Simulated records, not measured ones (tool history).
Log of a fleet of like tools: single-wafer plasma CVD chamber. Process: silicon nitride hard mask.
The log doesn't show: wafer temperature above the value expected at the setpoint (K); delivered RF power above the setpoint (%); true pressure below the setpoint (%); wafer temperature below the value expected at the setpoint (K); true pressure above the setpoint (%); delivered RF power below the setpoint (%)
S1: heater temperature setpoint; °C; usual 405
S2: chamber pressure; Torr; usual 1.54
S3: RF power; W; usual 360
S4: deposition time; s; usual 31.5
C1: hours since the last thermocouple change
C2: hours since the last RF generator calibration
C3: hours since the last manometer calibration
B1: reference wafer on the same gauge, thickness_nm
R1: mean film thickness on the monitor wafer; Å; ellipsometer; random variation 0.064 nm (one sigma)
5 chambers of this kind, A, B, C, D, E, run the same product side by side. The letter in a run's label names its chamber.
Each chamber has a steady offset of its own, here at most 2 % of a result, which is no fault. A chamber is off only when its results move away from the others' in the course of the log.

| run | day | S1 | S2 | S3 | S4 | C1 | C2 | C3 | B1 | R1 |
|---|---|---|---|---|---|---|---|---|---|---|
| 1E | 0.342 | 405 | 1.54 | 360 | 31.5 | 668.1 | 860.2 | 512.9 | 37.393 | 400.01 |
| 2C | 0.658 | 405 | 1.54 | 360 | 31.5 | 426.3 | 1628.5 | 1289.9 | 37.388 | 402.37 |
| 3D | 1.071 | 405 | 1.54 | 360 | 31.5 | 1524.3 | 158.3 | 245.2 | 37.381 | 404.84 |
| 4B | 1.596 | 405 | 1.54 | 360 | 31.5 | 995.2 | 226.2 | 1486.0 | 37.375 | 396.89 |
| 5A | 2.104 | 405 | 1.54 | 360 | 31.5 | 139.8 | 88.3 | 690.1 | 37.373 | 406.37 |
| 6E | 2.538 | 405 | 1.54 | 360 | 31.5 | 720.8 | 912.9 | 565.6 | 37.380 | 399.02 |
| 7A | 2.908 | 412 | 1.54 | 360 | 26.2 | 159.1 | 107.6 | 709.4 | 37.380 | 337.31 |
| 8B | 3.271 | 412 | 1.54 | 360 | 26.2 | 1035.4 | 266.4 | 1526.2 | 37.361 | 327.73 |
|  | 3.329 | chamber C: RF generator calibrated |
| 9C | 3.746 | 412 | 1.54 | 360 | 26.2 | 500.4 | 10.1 | 1364.0 | 37.342 | 334.59 |
| 10D | 4.083 | 412 | 1.54 | 360 | 26.2 | 1596.6 | 230.6 | 317.5 | 37.352 | 335.00 |
| 11C | 4.354 | 412 | 1.54 | 360 | 26.2 | 515.0 | 24.7 | 1378.6 | 37.343 | 333.82 |
| 12D | 4.629 | 405 | 1.54 | 360 | 31.5 | 1609.7 | 243.7 | 330.6 | 37.339 | 403.52 |
| 13E | 5.171 | 397 | 1.54 | 410 | 31.5 | 784.0 | 976.1 | 628.8 | 37.328 | 433.74 |
| 14B | 5.629 | 397 | 1.54 | 410 | 31.5 | 1092.0 | 323.0 | 1582.8 | 37.309 | 430.11 |
|  | 5.788 | chamber B: capacitance manometer re-zeroed and calibrated |
| 15A | 6.029 | 397 | 1.54 | 410 | 31.5 | 234.0 | 182.5 | 784.3 | 37.314 | 440.88 |
| 16A | 6.554 | 397 | 1.54 | 410 | 31.5 | 246.6 | 195.1 | 796.9 | 37.288 | 440.08 |
| 17C | 6.804 | 397 | 1.54 | 410 | 31.5 | 573.8 | 83.5 | 1437.4 | 37.300 | 435.92 |
| 18B | 7.358 | 405 | 1.54 | 360 | 31.5 | 1133.5 | 364.5 | 37.8 | 37.299 | 395.98 |
| 19D | 7.875 | 405 | 1.54 | 360 | 31.5 | 1687.6 | 321.6 | 408.5 | 37.302 | 403.42 |
| 20E | 8.333 | 405 | 1.54 | 360 | 31.5 | 859.9 | 1052.0 | 704.7 | 37.274 | 399.08 |
| 21D | 8.762 | 405 | 1.54 | 360 | 31.5 | 1708.9 | 342.9 | 429.8 | 37.277 | 402.61 |
| 22A | 9.167 | 405 | 1.54 | 360 | 31.5 | 309.3 | 257.8 | 859.6 | 37.284 | 405.39 |
|  | 9.550 | chamber E: RF generator calibrated |
| 23C | 9.604 | 405 | 1.54 | 360 | 31.5 | 641.0 | 150.7 | 1504.6 | 37.261 | 401.68 |
| 24B | 9.896 | 405 | 1.54 | 360 | 31.5 | 1194.4 | 425.4 | 98.7 | 37.246 | 395.24 |
| 25E | 10.321 | 405 | 1.54 | 360 | 31.5 | 907.6 | 18.6 | 752.4 | 37.258 | 399.53 |
| 26D | 10.825 | 405 | 1.54 | 360 | 31.5 | 1758.4 | 392.4 | 479.3 | 37.234 | 403.41 |
| 27E | 11.300 | 405 | 1.54 | 360 | 31.5 | 931.1 | 42.1 | 775.9 | 37.253 | 399.58 |
| 28C | 11.825 | 405 | 1.54 | 360 | 31.5 | 694.3 | 204.0 | 1557.9 | 37.227 | 399.96 |
| 29B | 12.271 | 405 | 1.54 | 360 | 31.5 | 1251.4 | 482.4 | 155.7 | 37.234 | 394.90 |
| 30A | 12.533 | 405 | 1.54 | 360 | 26.3 | 390.1 | 338.6 | 940.4 | 37.223 | 337.74 |
| 31E | 13.067 | 405 | 1.54 | 360 | 26.3 | 973.5 | 84.5 | 818.3 | 37.213 | 333.16 |
| 32B | 13.383 | 405 | 1.54 | 360 | 26.3 | 1278.1 | 509.1 | 182.4 | 37.206 | 329.10 |
| 33A | 13.696 | 405 | 1.54 | 360 | 26.3 | 418.0 | 366.5 | 968.3 | 37.219 | 338.12 |
| 34D | 13.992 | 405 | 1.54 | 360 | 26.3 | 1834.4 | 468.4 | 555.3 | 37.191 | 336.59 |
| 35C | 14.246 | 405 | 1.54 | 360 | 31.5 | 752.4 | 262.1 | 1616.0 | 37.202 | 400.60 |
| 36A | 14.621 | 405 | 1.54 | 360 | 31.5 | 440.2 | 388.7 | 990.5 | 37.175 | 405.19 |
| 37D | 15.075 | 405 | 1.54 | 360 | 31.5 | 1860.4 | 494.4 | 581.3 | 37.180 | 401.26 |
| 38C | 15.567 | 405 | 1.54 | 360 | 31.5 | 784.1 | 293.8 | 1647.7 | 37.174 | 401.58 |
| 39B | 15.962 | 405 | 1.54 | 360 | 31.5 | 1340.0 | 571.0 | 244.3 | 37.164 | 393.32 |
|  | 16.362 | chamber E: thermocouple changed; heater temperature recalibrated |
| 40E | 16.483 | 405 | 1.54 | 360 | 31.5 | 3.0 | 166.5 | 900.3 | 37.165 | 397.27 |

All 5 chambers run these settings next. Forecast each chamber's results:
| 41A | 16.883 | 393 | 1.54 | 360 | 31.5 |  |  |  |  | ? |
| 41B | 16.883 | 393 | 1.54 | 360 | 31.5 |  |  |  |  | ? |
| 41C | 16.883 | 393 | 1.54 | 360 | 31.5 |  |  |  |  | ? |
| 41D | 16.883 | 393 | 1.54 | 360 | 31.5 |  |  |  |  | ? |
| 41E | 16.883 | 393 | 1.54 | 360 | 31.5 |  |  |  |  | ? |

| run | R1 |
|---|---|
| 41A | 407.11 |
| 41B | 396.04 |
| 41C | 402.88 |
| 41D | 403.74 |
| 41E | 399.68 |

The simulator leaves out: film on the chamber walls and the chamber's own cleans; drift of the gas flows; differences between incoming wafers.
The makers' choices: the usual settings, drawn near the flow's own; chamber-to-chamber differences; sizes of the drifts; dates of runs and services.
